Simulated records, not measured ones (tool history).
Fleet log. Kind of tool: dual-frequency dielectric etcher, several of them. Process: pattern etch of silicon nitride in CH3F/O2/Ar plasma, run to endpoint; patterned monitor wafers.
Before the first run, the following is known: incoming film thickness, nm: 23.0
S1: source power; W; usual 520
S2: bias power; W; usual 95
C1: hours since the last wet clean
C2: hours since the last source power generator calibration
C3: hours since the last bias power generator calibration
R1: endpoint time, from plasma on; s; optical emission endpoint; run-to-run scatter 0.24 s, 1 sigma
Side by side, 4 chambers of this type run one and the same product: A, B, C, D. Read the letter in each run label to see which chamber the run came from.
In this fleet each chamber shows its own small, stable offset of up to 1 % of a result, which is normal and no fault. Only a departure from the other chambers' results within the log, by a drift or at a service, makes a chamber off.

run,hour,S1,S2,C1,C2,C3,R1
1D,4.5,520,95,39,604.2,866.2,27.195
2A,12.7,520,95,495.5,1152.2,832.8,27.876
3B,16.4,520,95,394,2612,1558,26.976
4C,21.9,520,95,24,351.3,924.7,27.11
5B,26.5,520,95,404.1,2622.1,1568.1,27.18
6D,32.5,520,95,67,632.2,894.2,27.078
7A,39.2,520,95,522,1178.7,859.3,27.61
# hour 40.3: chamber B: wet clean of the chamber
8C,43.6,520,95,45.7,373,946.4,27.214
9C,50.5,520,95,52.6,379.9,953.3,27.572
10B,58.2,520,95,18,2653.8,1599.8,27.403
11D,64.6,520,95,99.1,664.3,926.3,27.593
12A,68.8,520,95,551.6,1208.3,888.9,27.259
13C,76.3,520,95,78.4,405.7,979.1,27.081
14D,81.8,520,95,116.3,681.5,943.5,27.643
15A,89.5,520,95,572.3,1229,909.6,27.651
16B,95.2,520,95,55,2690.8,1636.8,27.223
17B,99.3,520,95,59.1,2694.9,1640.9,27.163
18C,105.8,520,95,107.9,435.2,1008.6,27.03
# hour 109.5: chamber A: wet clean of the chamber
19A,112.3,520,95,2.8,1251.8,932.4,27.212
20D,116.7,620,73,151.2,716.4,978.4,28.034
21A,121,620,73,11.5,1260.5,941.1,28.455
22D,125.1,620,73,159.6,724.8,986.8,28.256
# hour 127.7: chamber B: source power generator calibrated
23C,133.2,620,73,135.3,462.6,1036,28.27
24B,139.6,520,95,99.4,12,1681.2,27.404
25B,145.3,520,95,105.1,17.7,1686.9,27.65
26D,152.9,520,95,187.4,752.6,1014.6,27.584

Is one chamber off against the others, does the gauge drift, or is nothing wrong? If a chamber is off, say which, and what the likeliest cause is.

Neither any chamber nor the gauge drifts; the chambers differ only by their own small, steady offsets.
